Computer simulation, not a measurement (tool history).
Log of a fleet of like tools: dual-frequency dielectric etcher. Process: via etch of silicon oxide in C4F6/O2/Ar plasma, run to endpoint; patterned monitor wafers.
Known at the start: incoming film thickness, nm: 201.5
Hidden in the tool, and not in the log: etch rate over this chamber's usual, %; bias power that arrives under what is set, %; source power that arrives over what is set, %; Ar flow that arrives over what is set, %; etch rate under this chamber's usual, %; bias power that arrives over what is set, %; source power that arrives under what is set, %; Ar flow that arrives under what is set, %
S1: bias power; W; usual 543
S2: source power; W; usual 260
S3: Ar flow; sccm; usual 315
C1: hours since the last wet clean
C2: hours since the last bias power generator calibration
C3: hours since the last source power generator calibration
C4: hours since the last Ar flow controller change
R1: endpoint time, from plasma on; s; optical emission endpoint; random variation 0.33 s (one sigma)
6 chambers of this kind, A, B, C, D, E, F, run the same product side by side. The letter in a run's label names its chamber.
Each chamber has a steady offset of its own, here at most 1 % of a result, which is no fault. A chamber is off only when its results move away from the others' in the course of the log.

run 1E hour=5.9 | S1=543 S2=260 S3=315 | C1=262.3 C2=182.9 C3=202.9 C4=84.9 | R1=50.633
run 2B hour=13.2 | S1=543 S2=260 S3=315 | C1=126.0 C2=795.2 C3=2937.3 C4=1545.3 | R1=51.360
run 3C hour=20.0 | S1=543 S2=260 S3=315 | C1=106.7 C2=1769.8 C3=769.7 C4=80.3 | R1=50.908
run 4A hour=27.7 | S1=543 S2=260 S3=315 | C1=491.7 C2=202.1 C3=3168.1 C4=245.5 | R1=50.999
run 5D hour=37.9 | S1=543 S2=260 S3=315 | C1=241.8 C2=3201.0 C3=581.4 C4=4724.2 | R1=50.567
run 6F hour=45.8 | S1=543 S2=260 S3=315 | C1=594.9 C2=2722.5 C3=1842.6 C4=2098.7 | R1=50.568
run 7A hour=51.3 | S1=543 S2=260 S3=315 | C1=515.3 C2=225.7 C3=3191.7 C4=269.1 | R1=51.141
run 8C hour=58.5 | S1=543 S2=260 S3=315 | C1=145.2 C2=1808.3 C3=808.2 C4=118.8 | R1=51.066
run 9F hour=63.9 | S1=543 S2=320 S3=240 | C1=613.0 C2=2740.6 C3=1860.7 C4=2116.8 | R1=45.744
run 10E hour=71.2 | S1=543 S2=320 S3=240 | C1=327.6 C2=248.2 C3=268.2 C4=150.2 | R1=45.780
run 11B hour=79.3 | S1=543 S2=320 S3=240 | C1=192.1 C2=861.3 C3=3003.4 C4=1611.4 | R1=46.656
run 12D hour=84.0 | S1=543 S2=320 S3=240 | C1=287.9 C2=3247.1 C3=627.5 C4=4770.3 | R1=45.194
run 13C hour=89.7 | S1=543 S2=320 S3=240 | C1=176.4 C2=1839.5 C3=839.4 C4=150.0 | R1=45.395
run 14F hour=98.0 | S1=543 S2=320 S3=240 | C1=647.1 C2=2774.7 C3=1894.8 C4=2150.9 | R1=44.965
-- hour=99.6 chamber F: wet clean of the chamber
run 15D hour=103.0 | S1=543 S2=260 S3=315 | C1=306.9 C2=3266.1 C3=646.5 C4=4789.3 | R1=50.408
run 16A hour=112.8 | S1=543 S2=260 S3=315 | C1=576.8 C2=287.2 C3=3253.2 C4=330.6 | R1=51.408
run 17E hour=120.1 | S1=543 S2=260 S3=315 | C1=376.5 C2=297.1 C3=317.1 C4=199.1 | R1=50.593
run 18B hour=125.3 | S1=543 S2=260 S3=315 | C1=238.1 C2=907.3 C3=3049.4 C4=1657.4 | R1=52.470
run 19C hour=132.2 | S1=543 S2=210 S3=375 | C1=218.9 C2=1882.0 C3=881.9 C4=192.5 | R1=55.995
run 20B hour=141.1 | S1=543 S2=210 S3=375 | C1=253.9 C2=923.1 C3=3065.2 C4=1673.2 | R1=57.874
run 21A hour=146.0 | S1=543 S2=210 S3=375 | C1=610.0 C2=320.4 C3=3286.4 C4=363.8 | R1=56.658
run 22E hour=151.4 | S1=543 S2=210 S3=375 | C1=407.8 C2=328.4 C3=348.4 C4=230.4 | R1=54.709
run 23D hour=160.9 | S1=543 S2=210 S3=375 | C1=364.8 C2=3324.0 C3=704.4 C4=4847.2 | R1=55.096
run 24F hour=168.6 | S1=543 S2=210 S3=375 | C1=69.0 C2=2845.3 C3=1965.4 C4=2221.5 | R1=55.197
run 25B hour=175.5 | S1=543 S2=260 S3=315 | C1=288.3 C2=957.5 C3=3099.6 C4=1707.6 | R1=52.409
run 26D hour=182.5 | S1=543 S2=260 S3=315 | C1=386.4 C2=3345.6 C3=726.0 C4=4868.8 | R1=50.497
run 27A hour=188.9 | S1=543 S2=260 S3=315 | C1=652.9 C2=363.3 C3=3329.3 C4=406.7 | R1=50.641
run 28E hour=194.4 | S1=543 S2=260 S3=315 | C1=450.8 C2=371.4 C3=391.4 C4=273.4 | R1=50.516
-- hour=194.5 chamber E: wet clean of the chamber
run 29C hour=204.1 | S1=543 S2=260 S3=315 | C1=290.8 C2=1953.9 C3=953.8 C4=264.4 | R1=50.293
-- hour=204.7 chamber A: wet clean of the chamber
-- hour=206.2 chamber D: wet clean of the chamber
run 30F hour=213.5 | S1=543 S2=260 S3=315 | C1=113.9 C2=2890.2 C3=2010.3 C4=2266.4 | R1=49.769
run 31B hour=219.8 | S1=543 S2=260 S3=315 | C1=332.6 C2=1001.8 C3=3143.9 C4=1751.9 | R1=53.179
run 32D hour=224.2 | S1=543 S2=260 S3=315 | C1=18.0 C2=3387.3 C3=767.7 C4=4910.5 | R1=50.971
run 33C hour=231.8 | S1=543 S2=260 S3=315 | C1=318.5 C2=1981.6 C3=981.5 C4=292.1 | R1=50.372
run 34E hour=238.6 | S1=543 S2=260 S3=315 | C1=44.2 C2=415.6 C3=435.6 C4=317.6 | R1=51.034
run 35F hour=243.4 | S1=445 S2=210 S3=315 | C1=143.8 C2=2920.1 C3=2040.2 C4=2296.3 | R1=58.459
run 36A hour=248.2 | S1=445 S2=210 S3=315 | C1=43.5 C2=422.6 C3=3388.6 C4=466.0 | R1=59.502
run 37D hour=253.0 | S1=445 S2=210 S3=315 | C1=46.8 C2=3416.1 C3=796.5 C4=4939.3 | R1=58.684
run 38F hour=262.5 | S1=445 S2=210 S3=315 | C1=162.9 C2=2939.2 C3=2059.3 C4=2315.4 | R1=58.778
run 39E hour=268.6 | S1=445 S2=210 S3=315 | C1=74.2 C2=445.6 C3=465.6 C4=347.6 | R1=59.497
run 40A hour=278.7 | S1=445 S2=210 S3=315 | C1=74.0 C2=453.1 C3=3419.1 C4=496.5 | R1=59.529
run 41B hour=283.6 | S1=543 S2=260 S3=315 | C1=396.4 C2=1065.6 C3=3207.7 C4=1815.7 | R1=53.552

All 6 chambers run these settings next. Forecast each chamber's results:
run 42A hour=290.9 | S1=543 S2=240 S3=315 | R1=?
run 42B hour=290.9 | S1=543 S2=240 S3=315 | R1=?
run 42C hour=290.9 | S1=543 S2=240 S3=315 | R1=?
run 42D hour=290.9 | S1=543 S2=240 S3=315 | R1=?
run 42E hour=290.9 | S1=543 S2=240 S3=315 | R1=?
run 42F hour=290.9 | S1=543 S2=240 S3=315 | R1=?

run=42A R1=52.256
run=42B R1=54.883
run=42C R1=51.725
run=42D R1=51.573
run=42E R1=51.787
run=42F R1=51.236
